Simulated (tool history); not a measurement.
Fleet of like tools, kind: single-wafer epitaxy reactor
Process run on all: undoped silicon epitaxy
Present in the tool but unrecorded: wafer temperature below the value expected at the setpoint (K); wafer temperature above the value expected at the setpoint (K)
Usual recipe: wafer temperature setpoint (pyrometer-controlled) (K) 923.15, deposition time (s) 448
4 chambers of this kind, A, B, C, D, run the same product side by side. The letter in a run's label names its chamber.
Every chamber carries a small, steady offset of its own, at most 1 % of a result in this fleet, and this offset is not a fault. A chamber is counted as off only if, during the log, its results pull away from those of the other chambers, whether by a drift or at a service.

run	hour	wafer temperature setpoint (pyrometer-controlled) (K)	deposition time (s)	hours since the last pyrometer calibration	read-back reference wafer on the same gauge, thickness_nm	mean film thickness on the monitor wafer (angstrom)
1C	8.0	923.15	448	1040.5	76.401	755.76
2B	12.2	923.15	448	969.2	76.345	747.93
3A	17.5	923.15	448	834.6	76.423	754.68
4D	26.3	923.15	448	1090.1	76.427	756.68
5B	33.1	923.15	448	990.1	76.366	748.40
6A	38.5	923.15	448	855.6	76.430	755.26
7C	45.9	923.15	448	1078.4	76.406	754.27
8D	54.6	913.15	478	1118.4	76.446	640.87
9C	59.5	913.15	478	1092.0	76.430	646.52
10D	66.2	913.15	478	1130.0	76.396	644.44
11B	74.9	913.15	478	1031.9	76.379	640.03
12A	82.6	923.15	448	899.7	76.422	753.36
13C	91.5	923.15	448	1124.0	76.408	756.66
14D	98.2	923.15	448	1162.0	76.446	754.88
15A	106.6	923.15	448	923.7	76.409	746.91
16B	111.0	923.15	448	1068.0	76.418	749.37
17D	118.7	923.15	448	1182.5	76.380	756.79
18B	124.6	923.15	448	1081.6	76.411	747.52
19A	130.3	923.15	448	947.4	76.406	747.45
20C	137.9	923.15	448	1170.4	76.412	756.64
21D	142.6	923.15	448	1206.4	76.360	755.29
22B	147.7	923.15	448	1104.7	76.427	749.71
23C	152.9	923.15	448	1185.4	76.426	754.52
24A	159.1	915.15	525	976.2	76.408	730.27
25A	167.9	915.15	525	985.0	76.354	731.17
26B	172.2	915.15	525	1129.2	76.414	735.78
27D	180.2	915.15	525	1244.0	76.449	741.08
28C	189.2	923.15	448	1221.7	76.446	757.35
29A	196.6	928.15	448	1013.7	76.414	823.87
30C	204.8	928.15	448	1237.3	76.400	841.51
31D	210.5	928.15	448	1274.3	76.438	840.76
32B	216.0	928.15	448	1173.0	76.405	835.84
33A	220.2	923.15	448	1037.3	76.397	737.73
34B	226.6	923.15	448	1183.6	76.382	749.57
35C	232.9	918.15	411	1265.4	76.400	622.27

One chamber off, gauge drift, or nothing amiss beyond the chambers' own small offsets? If it is a chamber, which one, and what is the likeliest cause?

One chamber, A, drifts off from the rest bit by bit.
Cause: wafer temperature below the value expected at the setpoint (K) = 1.16.

Which of the 4 candidates below, each the usual settings with something changed and its results left as question marks, puts chamber A back in line with what the other chambers give on the usual settings?
A result is in line if it is within this distance of the other chambers' mean on the usual settings: mean film thickness on the monitor wafer (angstrom) 6.00
36A-1	239.5	925.15	448			?
36A-2	239.5	922.15	448			?
36A-3	239.5	923.15	429			?
36A-4	239.5	923.15	457			?

Average result of the remaining chambers running the usual settings: mean film thickness on the monitor wafer (angstrom) 752.61
run	mean film thickness on the monitor wafer (angstrom)
36A-1	770.39
36A-2	721.42
36A-3	706.15
36A-4	752.24
It is 36A-4 that realigns the chamber with its peers.

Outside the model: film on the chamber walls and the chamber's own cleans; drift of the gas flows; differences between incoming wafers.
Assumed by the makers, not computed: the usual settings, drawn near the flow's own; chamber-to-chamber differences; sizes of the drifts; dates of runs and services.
